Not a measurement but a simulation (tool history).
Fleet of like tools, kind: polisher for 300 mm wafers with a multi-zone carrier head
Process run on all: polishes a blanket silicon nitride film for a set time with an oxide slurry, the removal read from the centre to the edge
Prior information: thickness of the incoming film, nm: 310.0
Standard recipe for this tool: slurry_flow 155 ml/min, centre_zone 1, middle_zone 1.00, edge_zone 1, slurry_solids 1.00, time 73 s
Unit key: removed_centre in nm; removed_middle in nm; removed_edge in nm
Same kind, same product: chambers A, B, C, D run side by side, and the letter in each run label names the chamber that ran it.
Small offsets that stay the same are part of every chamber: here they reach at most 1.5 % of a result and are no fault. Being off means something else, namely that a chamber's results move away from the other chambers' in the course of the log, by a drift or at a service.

| run | hour | slurry_flow | centre_zone | middle_zone | edge_zone | slurry_solids | time | wafers polished on this pad | hours since the slurry nozzle was cleaned | hours since the centre zone pressure was calibrated | hours since the edge zone pressure was calibrated | removed_centre | removed_middle | removed_edge |
|---|---|---|---|---|---|---|---|---|---|---|---|---|---|---|
| 1C | 6.5 | 155 | 1 | 1.00 | 1 | 1.00 | 73 | 198 | 92.7 | 172.6 | 594.7 | 47.166 | 46.780 | 45.881 |
|  | 10.9 | chamber A: worn pad replaced by a new one |
| 2B | 17.0 | 155 | 1 | 1.00 | 1 | 1.00 | 73 | 248 | 271.8 | 293.5 | 113.3 | 44.858 | 46.567 | 46.712 |
| 3D | 22.9 | 155 | 1 | 1.00 | 1 | 1.00 | 73 | 293 | 63.6 | 521.6 | 331.9 | 46.821 | 46.120 | 46.675 |
| 4A | 28.1 | 155 | 1 | 1.00 | 1 | 1.00 | 73 | 119 | 423.7 | 634.4 | 334.2 | 46.120 | 45.486 | 46.224 |
| 5C | 33.5 | 155 | 1 | 1.00 | 1 | 1.00 | 73 | 386 | 119.7 | 199.6 | 621.7 | 46.676 | 46.973 | 45.337 |
| 6A | 42.9 | 155 | 1 | 1.00 | 1 | 1.00 | 73 | 222 | 438.5 | 649.2 | 349.0 | 45.687 | 45.342 | 46.339 |
| 7D | 50.3 | 155 | 1 | 1.00 | 1 | 1.00 | 73 | 484 | 91.0 | 549.0 | 359.3 | 45.377 | 45.839 | 46.355 |
|  | 51.4 | chamber C: worn pad replaced by a new one |
| 8B | 55.4 | 155 | 1 | 1.00 | 1 | 1.00 | 73 | 515 | 310.2 | 331.9 | 151.7 | 46.641 | 46.308 | 46.481 |
| 9C | 62.5 | 155 | 1 | 1.00 | 1 | 1.00 | 73 | 77 | 148.7 | 228.6 | 650.7 | 47.203 | 46.854 | 46.719 |
| 10A | 69.3 | 155 | 1 | 1.00 | 1 | 1.00 | 73 | 406 | 464.9 | 675.6 | 375.4 | 45.311 | 46.679 | 46.506 |
| 11D | 76.9 | 155 | 1 | 1.00 | 1 | 1.00 | 73 | 669 | 117.6 | 575.6 | 385.9 | 46.214 | 45.187 | 45.850 |
|  | 79.2 | chamber D: worn pad replaced by a new one |
| 12B | 85.4 | 155 | 1 | 1.00 | 1 | 1.00 | 73 | 724 | 340.2 | 361.9 | 181.7 | 45.824 | 46.317 | 46.827 |
| 13A | 90.9 | 155 | 1 | 1.00 | 1 | 1.00 | 73 | 556 | 486.5 | 697.2 | 397.0 | 46.453 | 44.881 | 46.601 |
| 14B | 97.1 | 155 | 1 | 1.00 | 1 | 1.00 | 73 | 805 | 351.9 | 373.6 | 193.4 | 45.833 | 45.783 | 46.561 |
| 15D | 103.5 | 155 | 1 | 1.00 | 1 | 1.00 | 73 | 169 | 144.2 | 602.2 | 412.5 | 45.687 | 46.941 | 46.126 |
|  | 106.3 | chamber B: worn pad replaced by a new one |
|  | 108.5 | chamber A: worn pad replaced by a new one |
| 16C | 111.2 | 175 | 1 | 0.96 | 1 | 1.00 | 73 | 416 | 197.4 | 277.3 | 699.4 | 47.689 | 44.771 | 47.208 |
| 17C | 120.6 | 175 | 1 | 0.96 | 1 | 1.00 | 73 | 482 | 206.8 | 286.7 | 708.8 | 47.907 | 45.213 | 46.379 |
|  | 125.1 | chamber C: worn pad replaced by a new one |
| 18A | 131.4 | 175 | 1 | 0.96 | 1 | 1.00 | 73 | 159 | 527.0 | 737.7 | 437.5 | 46.165 | 44.654 | 47.282 |
|  | 133.7 | chamber D: slurry nozzle cleaned |
| 19D | 139.2 | 175 | 1 | 0.96 | 1 | 1.00 | 73 | 417 | 5.5 | 637.9 | 448.2 | 48.456 | 44.851 | 46.554 |
| 20B | 145.9 | 155 | 1 | 1.00 | 1 | 1.00 | 73 | 275 | 400.7 | 422.4 | 242.2 | 44.432 | 44.218 | 45.494 |
| 21D | 152.2 | 155 | 1 | 1.00 | 1 | 1.00 | 73 | 508 | 18.5 | 650.9 | 461.2 | 46.091 | 45.686 | 46.452 |
|  | 155.3 | chamber D: worn pad replaced by a new one |
| 22C | 160.3 | 155 | 1 | 1.00 | 1 | 0.85 | 96 | 245 | 246.5 | 326.4 | 748.5 | 56.409 | 56.317 | 55.169 |
|  | 166.0 | chamber B: centre zone pressure recalibrated |
| 23A | 167.0 | 155 | 1 | 1.00 | 1 | 0.85 | 96 | 407 | 562.6 | 773.3 | 473.1 | 55.692 | 55.443 | 54.876 |
| 24B | 175.2 | 155 | 1 | 1.00 | 1 | 0.85 | 96 | 479 | 430.0 | 9.3 | 271.5 | 51.972 | 51.301 | 53.825 |
| 25C | 180.6 | 155 | 1 | 1.00 | 1 | 0.85 | 96 | 386 | 266.8 | 346.7 | 768.8 | 57.533 | 57.961 | 56.326 |
| 26B | 185.7 | 155 | 1 | 1.00 | 1 | 1.00 | 73 | 552 | 440.5 | 19.8 | 282.0 | 41.334 | 42.394 | 43.372 |
| 27A | 193.6 | 155 | 1 | 1.00 | 1 | 1.00 | 73 | 592 | 589.2 | 799.9 | 499.7 | 46.079 | 44.602 | 45.953 |
| 28D | 200.4 | 155 | 1 | 1.00 | 1 | 1.00 | 73 | 314 | 66.7 | 699.1 | 509.4 | 46.371 | 46.731 | 46.417 |

What goes on in this fleet: one chamber off, a drifting gauge, or nothing beyond the chambers' own small offsets? Name the chamber and the cause, if any.

One chamber, B, drifts off from the rest bit by bit.
Likeliest cause: slurry flow missing at the pad, % = 40.3.

Chamber B could run next with any of the 4 candidate recipes listed below; each alters the usual settings, and their results appear as question marks. Which one brings its results back in line with what the other chambers deliver on the usual settings?
In line means no further than this from the other chambers' mean on the usual settings: removed_centre 1.600 nm; removed_middle 2.300 nm; removed_edge 1.600 nm
| 29B-1 | 208.3 | 165 | 1.03 | 1.02 | 0.98 | 1.00 | 79 |  |  |  |  | ? | ? | ? |
| 29B-2 | 208.3 | 145 | 0.96 | 0.98 | 1.03 | 1.00 | 68 |  |  |  |  | ? | ? | ? |
| 29B-3 | 208.3 | 130 | 0.93 | 0.95 | 1.05 | 0.95 | 64 |  |  |  |  | ? | ? | ? |
| 29B-4 | 208.3 | 180 | 1.08 | 1.04 | 0.95 | 1.05 | 83 |  |  |  |  | ? | ? | ? |

Other chambers, usual settings, mean: removed_centre 46.238 nm; removed_middle 46.091 nm; removed_edge 46.032 nm
| run | removed_centre | removed_middle | removed_edge |
|---|---|---|---|
| 29B-1 | 45.875 | 46.226 | 46.173 |
| 29B-2 | 34.904 | 36.920 | 39.776 |
| 29B-3 | 29.664 | 31.817 | 36.090 |
| 29B-4 | 53.337 | 51.714 | 49.564 |
29B-1 is the one that brings the chamber's results back in line with the other chambers.
